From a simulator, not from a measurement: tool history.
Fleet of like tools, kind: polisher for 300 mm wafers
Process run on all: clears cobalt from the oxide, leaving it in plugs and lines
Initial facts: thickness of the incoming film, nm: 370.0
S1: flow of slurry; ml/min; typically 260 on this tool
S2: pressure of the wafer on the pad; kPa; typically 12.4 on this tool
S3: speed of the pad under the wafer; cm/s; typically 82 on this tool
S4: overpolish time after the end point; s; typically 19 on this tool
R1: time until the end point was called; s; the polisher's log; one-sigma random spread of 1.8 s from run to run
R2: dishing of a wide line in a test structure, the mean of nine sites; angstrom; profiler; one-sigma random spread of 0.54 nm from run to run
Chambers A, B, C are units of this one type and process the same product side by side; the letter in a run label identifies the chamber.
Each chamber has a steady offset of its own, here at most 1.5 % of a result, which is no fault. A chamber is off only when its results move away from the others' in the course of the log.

run	hour	S1	S2	S3	S4	R1	R2
# hour 1.7: chamber C: head pressure recalibrated
1B	7.9	260	12.4	82	19	119.86	417.16
2C	14.6	260	12.4	82	19	118.21	417.82
3A	25.4	260	12.4	82	19	116.18	413.07
4B	34.8	260	12.4	82	19	117.88	416.67
# hour 36.5: chamber C: worn pad replaced by a new one
5A	45.3	260	12.4	82	19	118.72	411.43
6C	51.4	260	12.4	82	19	116.45	411.29
# hour 56.5: chamber B: worn pad replaced by a new one
# hour 58.0: chamber A: worn pad replaced by a new one
7C	61.3	260	12.4	82	19	115.99	409.08
8A	68.1	260	12.4	82	19	118.25	407.76
9B	77.1	260	12.4	82	19	116.42	408.06
10C	88.7	260	12.4	82	14	117.90	325.31
11B	97.5	260	12.4	82	14	121.42	329.95
12A	107.4	260	12.4	82	14	124.44	332.28
13B	116.0	260	12.4	82	19	121.02	423.87
14A	128.7	260	12.4	82	19	125.31	408.79
# hour 129.6: chamber C: worn pad replaced by a new one
15C	139.7	260	12.4	82	19	118.71	416.15
16A	152.7	260	12.4	82	19	125.99	388.93
17C	165.5	260	12.4	82	19	119.98	415.66
# hour 167.2: chamber A: worn pad replaced by a new one
# hour 175.1: chamber B: worn pad replaced by a new one
18B	177.1	260	12.4	82	19	121.64	407.34
19C	189.9	230	12.4	82	23	122.74	458.95
20A	200.8	230	12.4	82	23	132.02	430.40
21B	213.9	230	12.4	82	23	120.88	461.87

All chambers now run identical settings, listed one chamber a line with results as question marks. What results will each chamber show?
22A	223.2	260	12.4	82	26	?	?
22B	223.2	260	12.4	82	26	?	?
22C	223.2	260	12.4	82	26	?	?

run	R1	R2
22A	132.13	473.07
22B	121.14	512.04
22C	118.35	511.55

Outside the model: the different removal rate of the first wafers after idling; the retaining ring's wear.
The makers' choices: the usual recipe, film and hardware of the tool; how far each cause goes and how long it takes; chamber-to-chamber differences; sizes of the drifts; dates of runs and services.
